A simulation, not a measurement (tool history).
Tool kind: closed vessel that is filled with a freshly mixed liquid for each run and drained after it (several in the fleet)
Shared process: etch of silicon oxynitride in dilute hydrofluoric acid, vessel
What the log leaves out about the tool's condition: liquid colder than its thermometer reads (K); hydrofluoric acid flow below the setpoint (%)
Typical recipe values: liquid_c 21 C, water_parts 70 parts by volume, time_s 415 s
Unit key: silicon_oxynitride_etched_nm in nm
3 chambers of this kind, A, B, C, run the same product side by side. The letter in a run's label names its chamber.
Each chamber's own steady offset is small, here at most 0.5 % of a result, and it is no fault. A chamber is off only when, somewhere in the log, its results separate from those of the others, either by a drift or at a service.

| run | hour | liquid_c | water_parts | time_s | hours since the thermometer was replaced | hours since the hydrofluoric acid flow meter was replaced | read-back film thickness of the silicon oxynitride reference wafer, read on the same gauge (nm) | silicon_oxynitride_etched_nm |
|---|---|---|---|---|---|---|---|---|
| 1A | 4.5 | 21 | 70 | 415 | 305 | 616.4 | 149.99 | 10.174 |
| 2C | 8.6 | 21 | 70 | 415 | 767.8 | 1480.5 | 150 | 10.253 |
| 3B | 13.5 | 21 | 70 | 415 | 576.9 | 1493 | 150 | 10.319 |
| 4B | 17.5 | 21 | 70 | 415 | 580.9 | 1497 | 150.02 | 10.359 |
| 5A | 20.7 | 21 | 70 | 415 | 321.2 | 632.6 | 150 | 10.236 |
| 6C | 24.8 | 21 | 70 | 415 | 784 | 1496.7 | 150 | 10.258 |
| 7C | 30.3 | 21 | 90 | 200 | 789.5 | 1502.2 | 150.01 | 3.7618 |
| 8A | 34.7 | 21 | 90 | 200 | 335.2 | 646.6 | 150.01 | 3.7203 |
| 9B | 37.9 | 21 | 90 | 200 | 601.3 | 1517.4 | 149.99 | 3.7434 |
| 10B | 40.8 | 21 | 70 | 415 | 604.2 | 1520.3 | 149.99 | 10.207 |
| 11C | 45.8 | 21 | 70 | 415 | 805 | 1517.7 | 150.02 | 10.251 |
| 12A | 48.3 | 21 | 70 | 415 | 348.8 | 660.2 | 150.01 | 10.1 |
| 13A | 52 | 21 | 80 | 415 | 352.5 | 663.9 | 150 | 8.8428 |
| 14C | 56.2 | 21 | 80 | 415 | 815.4 | 1528.1 | 150 | 8.9214 |
| 15B | 60.6 | 21 | 80 | 415 | 624 | 1540.1 | 150 | 8.8443 |
| 16B | 64.2 | 21 | 70 | 645 | 627.6 | 1543.7 | 149.99 | 15.6 |
| 17A | 68 | 21 | 70 | 645 | 368.5 | 679.9 | 149.99 | 15.869 |
| 18C | 73 | 21 | 70 | 645 | 832.2 | 1544.9 | 149.99 | 15.938 |
| 19C | 75.7 | 21 | 70 | 415 | 834.9 | 1547.6 | 150 | 10.32 |
| 20A | 80.3 | 21 | 70 | 415 | 380.8 | 692.2 | 150.02 | 10.155 |
| 21B | 83.6 | 23.5 | 70 | 415 | 647 | 1563.1 | 150.01 | 11.56 |
| 22A | 86.1 | 23.5 | 70 | 415 | 386.6 | 698 | 150.03 | 11.491 |
| 23C | 89.3 | 23.5 | 70 | 415 | 848.5 | 1561.2 | 149.99 | 11.665 |
| 24B | 92.1 | 17 | 90 | 415 | 655.5 | 1571.6 | 149.99 | 6.2744 |
| 25A | 95.2 | 17 | 90 | 415 | 395.7 | 707.1 | 150 | 6.4756 |
| 26B | 98.5 | 17 | 90 | 415 | 661.9 | 1578 | 150 | 6.2562 |
| 27C | 102.6 | 21 | 70 | 415 | 861.8 | 1574.5 | 149.99 | 10.246 |
| 28C | 107.3 | 21 | 70 | 415 | 866.5 | 1579.2 | 149.99 | 10.327 |
| 29B | 112.4 | 21 | 70 | 415 | 675.8 | 1591.9 | 150.01 | 9.9081 |
| 30A | 115.8 | 24 | 100 | 415 | 416.3 | 727.7 | 150.01 | 8.0678 |
| 31B | 121.1 | 24 | 100 | 415 | 684.5 | 1600.6 | 149.99 | 7.8501 |
| 32A | 125.8 | 24 | 100 | 415 | 426.3 | 737.7 | 150 | 8.0192 |
| 33C | 128.6 | 23.5 | 70 | 250 | 887.8 | 1600.5 | 150 | 7.0659 |
| 34B | 132.3 | 23.5 | 70 | 250 | 695.7 | 1611.8 | 149.98 | 6.7384 |
| 35A | 137.7 | 23.5 | 70 | 250 | 438.2 | 749.6 | 150.01 | 6.9094 |
| 36C | 140.1 | 21 | 70 | 415 | 899.3 | 1612 | 149.99 | 10.261 |
| 37B | 144.2 | 21 | 70 | 415 | 707.6 | 1623.7 | 149.98 | 9.7271 |
| 38A | 148.8 | 21 | 70 | 415 | 449.3 | 760.7 | 150.02 | 10.114 |
|  | 151.5 | chamber A: hydrofluoric acid flow meter replaced |
| 39C | 151.8 | 21 | 70 | 415 | 911 | 1623.7 | 149.97 | 10.221 |
| 40A | 156.7 | 21 | 70 | 415 | 457.2 | 5.3 | 150.01 | 10.284 |
| 41B | 159.4 | 21 | 70 | 415 | 722.8 | 1638.9 | 149.99 | 9.6374 |
| 42C | 162.9 | 18 | 70 | 585 | 922.1 | 1634.8 | 149.99 | 12.453 |
| 43C | 166.4 | 18 | 70 | 585 | 925.6 | 1638.3 | 149.98 | 12.433 |

All chambers now run identical settings, listed one chamber a line with results as question marks. What results will each chamber show?
| 44A | 170.3 | 21 | 70 | 415 |  |  |  | ? |
| 44B | 170.3 | 21 | 70 | 415 |  |  |  | ? |
| 44C | 170.3 | 21 | 70 | 415 |  |  |  | ? |

| run | silicon_oxynitride_etched_nm |
|---|---|
| 44A | 10.24 |
| 44B | 9.5575 |
| 44C | 10.15 |

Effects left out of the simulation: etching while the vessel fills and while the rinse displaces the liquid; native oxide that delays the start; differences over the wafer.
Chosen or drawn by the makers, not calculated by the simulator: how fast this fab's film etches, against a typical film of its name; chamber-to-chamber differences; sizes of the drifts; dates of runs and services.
